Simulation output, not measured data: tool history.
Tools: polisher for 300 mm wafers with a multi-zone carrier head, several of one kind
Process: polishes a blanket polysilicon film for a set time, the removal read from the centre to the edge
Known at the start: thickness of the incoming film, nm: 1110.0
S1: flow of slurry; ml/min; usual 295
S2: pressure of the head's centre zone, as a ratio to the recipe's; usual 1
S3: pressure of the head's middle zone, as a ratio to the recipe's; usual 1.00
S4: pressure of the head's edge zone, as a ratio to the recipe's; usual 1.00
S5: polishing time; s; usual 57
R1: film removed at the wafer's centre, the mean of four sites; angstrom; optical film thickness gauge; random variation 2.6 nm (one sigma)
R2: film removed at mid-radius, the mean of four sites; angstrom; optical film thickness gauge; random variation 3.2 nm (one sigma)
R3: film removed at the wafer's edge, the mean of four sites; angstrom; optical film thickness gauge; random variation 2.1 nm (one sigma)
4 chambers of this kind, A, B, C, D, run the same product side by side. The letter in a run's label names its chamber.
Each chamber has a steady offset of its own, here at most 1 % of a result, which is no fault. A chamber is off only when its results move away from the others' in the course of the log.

run	hour	S1	S2	S3	S4	S5	R1	R2	R3
# hour 2.3: chamber D: worn pad replaced by a new one
1D	5.7	295	1	1.00	1.00	57	2210.6	2233.2	2206.7
2B	11.6	295	1	1.00	1.00	57	2239.8	2225.6	2235.0
3C	16.0	295	1	1.00	1.00	57	2184.4	2202.7	2248.8
4A	21.3	295	1	1.00	1.00	57	2233.9	2270.4	2194.8
5B	24.9	295	1	1.00	1.00	57	2146.1	2194.1	2267.1
# hour 27.1: chamber B: worn pad replaced by a new one
6A	30.2	295	1	1.00	1.00	57	2232.8	2205.5	2206.5
# hour 32.8: chamber B: slurry nozzle cleaned
7C	33.7	295	1	1.00	1.00	57	2154.8	2257.0	2190.5
# hour 37.0: chamber A: worn pad replaced by a new one
8D	39.0	295	1	1.00	1.00	57	2231.1	2227.9	2206.4
9D	43.6	295	1	1.00	1.00	57	2223.7	2151.4	2192.4
10C	48.8	295	1	1.00	1.00	57	2188.6	2224.8	2223.2
11A	53.4	295	1	1.00	1.00	57	2207.2	2235.1	2198.7
12B	58.6	295	1	1.00	1.00	57	2230.6	2292.4	2244.6
13D	61.8	295	1	1.00	1.00	57	2164.6	2252.8	2233.4
# hour 63.6: chamber D: slurry nozzle cleaned
# hour 64.5: chamber D: worn pad replaced by a new one
14B	66.3	295	1	0.93	0.94	57	2216.9	2093.2	2158.1
# hour 71.2: chamber A: slurry nozzle cleaned
15A	71.9	295	1	0.93	0.94	57	2216.6	2104.6	2147.8
16C	77.6	295	1	0.93	0.94	57	2204.2	2089.1	2132.0
17C	80.7	295	1	0.93	0.94	57	2132.0	2088.3	2121.7
18A	85.2	295	1	1.00	1.00	57	2235.7	2194.4	2220.6
19D	88.5	295	1	1.00	1.00	57	2168.1	2188.9	2189.9
# hour 90.7: chamber B: worn pad replaced by a new one
20B	93.6	295	1	1.00	1.00	57	2158.7	2202.8	2229.5
21C	99.0	295	1	1.00	1.00	57	2132.0	2142.3	2174.6
22B	102.0	295	1	1.00	1.00	57	2215.0	2282.9	2242.4
23A	107.7	295	1	1.00	1.00	57	2253.8	2284.2	2230.0
24D	112.6	295	1	1.00	1.00	57	2217.1	2220.1	2185.2
25C	116.0	295	1	1.00	1.00	57	2093.7	2116.6	2160.0
# hour 117.3: chamber C: slurry nozzle cleaned
26A	120.3	295	1	1.00	1.00	57	2226.4	2232.2	2215.4
# hour 120.7: chamber D: worn pad replaced by a new one
27B	125.2	295	1	1.00	1.00	57	2222.7	2262.4	2245.3
28D	131.2	295	1	1.06	1.00	57	2269.5	2362.2	2206.3
29D	135.6	295	1	1.06	1.00	57	2286.0	2379.8	2229.9
# hour 138.7: chamber A: worn pad replaced by a new one
30C	138.8	295	1	1.06	1.00	57	2078.3	2214.8	2078.9
31B	143.9	295	1	1.06	1.00	57	2200.1	2343.9	2240.6
32A	149.8	295	1	1.00	1.00	57	2263.9	2220.5	2229.9
33D	154.2	295	1	1.00	1.00	57	2236.1	2234.2	2211.0
34C	158.0	295	1	1.00	1.00	57	2068.2	2084.5	2064.6
35A	162.4	295	1	1.00	1.00	57	2188.6	2219.1	2212.2
36B	166.1	295	1	1.00	1.00	57	2245.6	2201.3	2254.1
37B	172.2	295	1	1.00	1.00	57	2193.7	2214.1	2270.1
# hour 174.8: chamber A: edge zone pressure recalibrated
38A	175.1	295	1	1.00	0.92	74	2915.6	2978.1	2724.5

All 4 chambers run these settings next. Forecast each chamber's results:
39A	179.7	295	1	1.00	1.00	43	?	?	?
39B	179.7	295	1	1.00	1.00	43	?	?	?
39C	179.7	295	1	1.00	1.00	43	?	?	?
39D	179.7	295	1	1.00	1.00	43	?	?	?

run	R1	R2	R3
39A	1699.9	1666.4	1672.8
39B	1698.3	1723.2	1686.2
39C	1506.3	1520.0	1529.5
39D	1701.4	1685.8	1688.8
